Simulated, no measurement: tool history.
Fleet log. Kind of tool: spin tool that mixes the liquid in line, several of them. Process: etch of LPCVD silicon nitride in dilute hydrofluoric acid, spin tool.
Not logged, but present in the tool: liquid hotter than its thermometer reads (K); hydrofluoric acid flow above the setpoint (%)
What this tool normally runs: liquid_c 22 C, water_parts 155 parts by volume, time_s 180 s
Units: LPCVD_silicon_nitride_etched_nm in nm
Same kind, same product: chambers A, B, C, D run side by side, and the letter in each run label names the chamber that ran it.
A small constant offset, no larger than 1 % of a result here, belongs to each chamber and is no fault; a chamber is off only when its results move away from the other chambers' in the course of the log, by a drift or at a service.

run,hour,liquid_c,water_parts,time_s,hours since the thermometer was replaced,hours since the hydrofluoric acid flow meter was replaced,"read-back film thickness of the LPCVD silicon nitride reference wafer, read on the same gauge (nm)",LPCVD_silicon_nitride_etched_nm
1C,4.9,22,155,180,2101.6,504.1,60.004,0.5491
2D,10.6,22,155,180,822.3,1758.9,59.988,0.39604
3A,15.8,22,155,180,1201.6,161.6,60.027,0.49226
4B,19.5,22,155,180,1277.1,309.4,59.998,0.47379
5B,22.3,22,155,180,1279.9,312.2,60.031,0.52198
6A,26.6,22,155,180,1212.4,172.4,59.993,0.47337
7D,32.4,22,155,180,844.1,1780.7,59.985,0.48728
8C,36.5,22,155,180,2133.2,535.7,59.987,0.4718
9B,41,22,155,180,1298.6,330.9,59.96,0.51641
10A,44.3,22,155,180,1230.1,190.1,59.971,0.46542
11C,48.3,22,155,180,2145,547.5,59.969,0.47817
12D,52.5,22,155,180,864.2,1800.8,60.002,0.49993
13D,58.1,22,155,180,869.8,1806.4,59.984,0.49652
14A,62.4,22,155,180,1248.2,208.2,59.971,0.51256
15C,67,22,155,180,2163.7,566.2,60.037,0.48627
16B,70.3,22,155,180,1327.9,360.2,60.019,0.45224
17A,74.4,22,155,180,1260.2,220.2,60.019,0.52583
18D,79.1,22,155,180,890.8,1827.4,60.018,0.49495
19C,83.7,22,155,180,2180.4,582.9,59.991,0.52907
20B,87.8,22,155,180,1345.4,377.7,60.007,0.5496
21B,93.7,22,155,180,1351.3,383.6,60.006,0.48973
22C,96.5,22,155,180,2193.2,595.7,60.016,0.49062
23A,99.7,20.5,210,180,1285.5,245.5,59.93,0.33424
24D,105.2,20.5,210,180,916.9,1853.5,60.024,0.31753
25C,110.1,20.5,210,180,2206.8,609.3,59.969,0.3032
26A,114.7,20.5,210,180,1300.5,260.5,60.012,0.36132
27D,120.6,22,155,180,932.3,1868.9,60.008,0.49569
28B,126,26,155,215,1383.6,415.9,60.013,0.75183
29B,131,26,155,215,1388.6,420.9,59.947,0.72857
30A,135.2,26,155,215,1321,281,59.977,0.70878
31D,139.8,26,155,215,951.5,1888.1,59.985,0.6999
32C,144.9,22,155,180,2241.6,644.1,60.022,0.54508
33C,150.1,22,155,180,2246.8,649.3,59.949,0.50003
34A,155,22,155,180,1340.8,300.8,60.055,0.49686
35D,159.5,19.5,155,240,971.2,1907.8,59.977,0.47222

Read the log: is a single chamber off, either drifting away or since a service, is the gauge that measures every chamber drifting, or is nothing wrong beyond small per-chamber offsets? Name any odd chamber and what most likely caused it.

No chamber is off and the gauge is stable; the differences are just each chamber's small, constant offset.

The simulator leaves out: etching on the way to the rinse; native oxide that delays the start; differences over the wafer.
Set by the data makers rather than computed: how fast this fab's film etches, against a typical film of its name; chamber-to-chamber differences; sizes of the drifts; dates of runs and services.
